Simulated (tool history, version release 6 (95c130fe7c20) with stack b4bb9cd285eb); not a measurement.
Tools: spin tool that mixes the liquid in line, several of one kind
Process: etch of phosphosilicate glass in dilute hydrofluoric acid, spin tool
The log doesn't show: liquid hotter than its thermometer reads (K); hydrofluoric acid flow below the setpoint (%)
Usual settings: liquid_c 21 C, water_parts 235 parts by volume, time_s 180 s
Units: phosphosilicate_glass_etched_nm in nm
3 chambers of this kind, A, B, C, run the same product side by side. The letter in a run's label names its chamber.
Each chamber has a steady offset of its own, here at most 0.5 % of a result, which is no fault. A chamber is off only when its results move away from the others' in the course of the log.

run,hour,liquid_c,water_parts,time_s,hours since the thermometer was replaced,hours since the hydrofluoric acid flow meter was replaced,"read-back film thickness of the phosphosilicate glass reference wafer, read on the same gauge (nm)",phosphosilicate_glass_etched_nm
1A,3.2,21,235,180,1782.1,1282.0,59.991,35.513
2C,9.1,21,235,180,389.1,128.7,59.990,35.405
3B,14.1,21,235,180,1225.3,218.4,60.015,35.225
4C,17.6,21,235,180,397.6,137.2,59.993,35.333
5A,21.6,21,235,180,1800.5,1300.4,59.977,35.476
6B,25.6,21,235,180,1236.8,229.9,59.993,35.208
7B,32.4,21,235,180,1243.6,236.7,60.002,35.441
8A,36.4,21,235,180,1815.3,1315.2,60.000,35.625
9C,39.7,21,235,180,419.7,159.3,59.995,35.775
10A,45.1,21,235,180,1824.0,1323.9,60.000,35.444
11B,51.0,21,235,180,1262.2,255.3,59.987,35.288
12C,55.0,21,235,180,435.0,174.6,60.024,35.586
13A,59.0,21,235,255,1837.9,1337.8,60.020,50.621
14B,65.5,21,235,255,1276.7,269.8,59.997,49.933
15C,68.8,21,235,255,448.8,188.4,59.973,50.465
16C,73.7,21,235,180,453.7,193.3,60.013,35.481
17B,76.9,21,235,180,1288.1,281.2,60.009,35.120
18A,81.4,21,235,180,1860.3,1360.2,60.019,35.739
19B,84.8,21,235,180,1296.0,289.1,59.970,35.470
20C,88.7,21,235,180,468.7,208.3,60.011,35.380
21A,95.0,21,350,130,1873.9,1373.8,60.008,15.491
22C,100.1,21,350,130,480.1,219.7,59.992,15.381
23B,106.4,21,350,130,1317.6,310.7,59.990,15.273
24A,112.5,21,235,180,1891.4,1391.3,60.008,35.520
25C,116.8,21,235,180,496.8,236.4,60.015,35.513
26B,121.7,21,235,180,1332.9,326.0,59.988,35.210
# hour 123.0: chamber A: hydrofluoric acid flow meter replaced
27A,126.6,21,235,135,1905.5,3.6,59.998,26.543
28A,131.2,21,235,135,1910.1,8.2,59.990,26.705

What goes on in this fleet: one chamber off, a drifting gauge, or nothing beyond the chambers' own small offsets? Name the chamber and the cause, if any.

No chamber stands off beyond its own small offset, and the gauge holds steady.
